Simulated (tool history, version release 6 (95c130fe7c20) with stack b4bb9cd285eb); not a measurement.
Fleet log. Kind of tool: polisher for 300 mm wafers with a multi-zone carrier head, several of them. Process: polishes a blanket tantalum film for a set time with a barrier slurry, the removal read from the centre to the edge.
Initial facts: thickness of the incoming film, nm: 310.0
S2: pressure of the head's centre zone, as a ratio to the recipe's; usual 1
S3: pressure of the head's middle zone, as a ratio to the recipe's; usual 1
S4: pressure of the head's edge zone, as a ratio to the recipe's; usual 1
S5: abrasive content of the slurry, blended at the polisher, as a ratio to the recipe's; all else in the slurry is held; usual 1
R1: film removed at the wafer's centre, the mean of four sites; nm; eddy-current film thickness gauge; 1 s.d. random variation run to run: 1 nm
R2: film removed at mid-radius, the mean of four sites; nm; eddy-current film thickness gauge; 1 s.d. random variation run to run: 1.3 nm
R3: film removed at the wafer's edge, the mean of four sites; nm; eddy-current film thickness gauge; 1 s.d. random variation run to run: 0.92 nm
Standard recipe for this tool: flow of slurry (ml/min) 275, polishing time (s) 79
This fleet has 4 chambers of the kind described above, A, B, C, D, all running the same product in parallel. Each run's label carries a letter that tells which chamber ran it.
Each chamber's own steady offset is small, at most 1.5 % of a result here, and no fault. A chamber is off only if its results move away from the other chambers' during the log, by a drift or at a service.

run 1B day=0.183 | flow_of_slurry_(ml/min)=275 S2=1 S3=1 S4=1 S5=1 polishing_time_(s)=79 | R1=116.34 R2=113.47 R3=110.35
run 2D day=0.367 | flow_of_slurry_(ml/min)=275 S2=1 S3=1 S4=1 S5=1 polishing_time_(s)=79 | R1=113.14 R2=112.6 R3=111.81
-- day=0.525 chamber D: worn pad replaced by a new one
run 3A day=0.6 | flow_of_slurry_(ml/min)=275 S2=1 S3=1 S4=1 S5=1 polishing_time_(s)=79 | R1=111.65 R2=112.85 R3=111.33
-- day=0.65 chamber D: centre zone pressure recalibrated
run 4C day=0.758 | flow_of_slurry_(ml/min)=275 S2=1 S3=1 S4=1 S5=1 polishing_time_(s)=79 | R1=115.12 R2=111.51 R3=113.05
run 5B day=0.992 | flow_of_slurry_(ml/min)=275 S2=1 S3=1.07 S4=1 S5=1.3 polishing_time_(s)=79 | R1=123.56 R2=126.33 R3=121.11
run 6C day=1.179 | flow_of_slurry_(ml/min)=275 S2=1 S3=1.07 S4=1 S5=1.3 polishing_time_(s)=79 | R1=120.78 R2=127.13 R3=121.71
run 7D day=1.367 | flow_of_slurry_(ml/min)=275 S2=1 S3=1.07 S4=1 S5=1.3 polishing_time_(s)=79 | R1=118.67 R2=128.47 R3=121.36
run 8A day=1.621 | flow_of_slurry_(ml/min)=275 S2=1 S3=1.07 S4=1 S5=1.3 polishing_time_(s)=79 | R1=120.84 R2=128.49 R3=119.24
run 9C day=1.85 | flow_of_slurry_(ml/min)=275 S2=1 S3=1 S4=1 S5=1 polishing_time_(s)=79 | R1=112.36 R2=111.3 R3=111.62
run 10B day=1.975 | flow_of_slurry_(ml/min)=275 S2=1 S3=1 S4=1 S5=1 polishing_time_(s)=79 | R1=114.13 R2=113.83 R3=112.13
run 11A day=2.117 | flow_of_slurry_(ml/min)=275 S2=1 S3=1 S4=1 S5=1 polishing_time_(s)=79 | R1=114.21 R2=114.6 R3=111
run 12D day=2.292 | flow_of_slurry_(ml/min)=275 S2=1 S3=1 S4=1 S5=1 polishing_time_(s)=79 | R1=113.09 R2=113.77 R3=111.7
-- day=2.354 chamber B: worn pad replaced by a new one
run 13A day=2.425 | flow_of_slurry_(ml/min)=275 S2=1 S3=1 S4=1 S5=1 polishing_time_(s)=79 | R1=111.47 R2=112.64 R3=111.12
-- day=2.542 chamber A: worn pad replaced by a new one
run 14D day=2.6 | flow_of_slurry_(ml/min)=275 S2=1 S3=1 S4=1 S5=1 polishing_time_(s)=79 | R1=110.4 R2=112.78 R3=113.65
run 15B day=2.825 | flow_of_slurry_(ml/min)=275 S2=1 S3=1 S4=1 S5=1 polishing_time_(s)=79 | R1=114.79 R2=112.52 R3=113.23
run 16C day=3.071 | flow_of_slurry_(ml/min)=325 S2=1 S3=1 S4=1 S5=0.9 polishing_time_(s)=79 | R1=108.57 R2=107.2 R3=107.79
run 17D day=3.188 | flow_of_slurry_(ml/min)=325 S2=1 S3=1 S4=1 S5=0.9 polishing_time_(s)=79 | R1=110.39 R2=112.16 R3=109.81
run 18C day=3.425 | flow_of_slurry_(ml/min)=325 S2=1 S3=1 S4=1 S5=0.9 polishing_time_(s)=79 | R1=107.31 R2=107.73 R3=107.15
-- day=3.525 chamber D: worn pad replaced by a new one
run 19B day=3.683 | flow_of_slurry_(ml/min)=325 S2=1 S3=1 S4=1 S5=0.9 polishing_time_(s)=79 | R1=112.06 R2=112.02 R3=110.32
-- day=3.825 chamber B: centre zone pressure recalibrated
run 20A day=3.883 | flow_of_slurry_(ml/min)=275 S2=1 S3=1 S4=1 S5=1 polishing_time_(s)=79 | R1=112.36 R2=111.37 R3=110.17
run 21B day=4.104 | flow_of_slurry_(ml/min)=275 S2=1 S3=1 S4=1 S5=1 polishing_time_(s)=79 | R1=112.9 R2=115.16 R3=110.84
run 22A day=4.292 | flow_of_slurry_(ml/min)=275 S2=1 S3=1 S4=1 S5=1 polishing_time_(s)=79 | R1=113.76 R2=112.36 R3=110.72
run 23D day=4.488 | flow_of_slurry_(ml/min)=275 S2=1 S3=1 S4=1 S5=1 polishing_time_(s)=79 | R1=112.02 R2=110.85 R3=113.12
run 24C day=4.638 | flow_of_slurry_(ml/min)=275 S2=1 S3=1 S4=1 S5=1 polishing_time_(s)=79 | R1=105.44 R2=105.5 R3=105.52
-- day=4.688 chamber B: slurry nozzle cleaned
-- day=4.775 chamber B: worn pad replaced by a new one
run 25D day=4.812 | flow_of_slurry_(ml/min)=275 S2=1 S3=1 S4=1 S5=1 polishing_time_(s)=79 | R1=112.31 R2=113.75 R3=113.02
run 26A day=4.971 | flow_of_slurry_(ml/min)=275 S2=1 S3=1 S4=1 S5=1 polishing_time_(s)=79 | R1=113.37 R2=112.95 R3=110.62
run 27C day=5.104 | flow_of_slurry_(ml/min)=275 S2=1 S3=1 S4=1 S5=1 polishing_time_(s)=100 | R1=131.57 R2=129.99 R3=132.78
run 28B day=5.267 | flow_of_slurry_(ml/min)=275 S2=1 S3=1 S4=1 S5=1 polishing_time_(s)=100 | R1=142.19 R2=140.37 R3=143.04

What goes on in this fleet: one chamber off, a drifting gauge, or nothing beyond the chambers' own small offsets? Name the chamber and the cause, if any.

One chamber, C, drifts off from the rest bit by bit.
Most likely cause: removal rate lost through wear of the pad, % = 7.34.
From this log alone, it may not be told apart from: slurry flow missing at the pad, %.

Which of the 4 candidates below, each the usual settings with something changed and its results left as question marks, puts chamber C back in line with what the other chambers give on the usual settings?
To be in line, a result may differ from the other chambers' mean on the usual settings by at most: R1 3.7 nm; R2 4.5 nm; R3 3.2 nm
run 29C-1 day=5.454 | flow_of_slurry_(ml/min)=270 S2=1 S3=0.98 S4=1.01 S5=1 polishing_time_(s)=69 | R1=? R2=? R3=?
run 29C-2 day=5.454 | flow_of_slurry_(ml/min)=280 S2=1.01 S3=1.02 S4=1 S5=1.05 polishing_time_(s)=89 | R1=? R2=? R3=?
run 29C-3 day=5.454 | flow_of_slurry_(ml/min)=275 S2=1 S3=1.01 S4=1 S5=1 polishing_time_(s)=84 | R1=? R2=? R3=?
run 29C-4 day=5.454 | flow_of_slurry_(ml/min)=275 S2=1 S3=0.99 S4=1 S5=1 polishing_time_(s)=74 | R1=? R2=? R3=?

On the usual settings, the other chambers give on average: R1 112.85 nm; R2 112.48 nm; R3 112.22 nm
run=29C-1 R1=91.335 R2=89.006 R3=91.783
run=29C-2 R1=121.26 R2=121.23 R3=119.64
run=29C-3 R1=111.46 R2=111.65 R3=111.26
run=29C-4 R1=98.172 R2=96.547 R3=98.044
Change 29C-3 lands the chamber within the allowed miss of the other chambers.
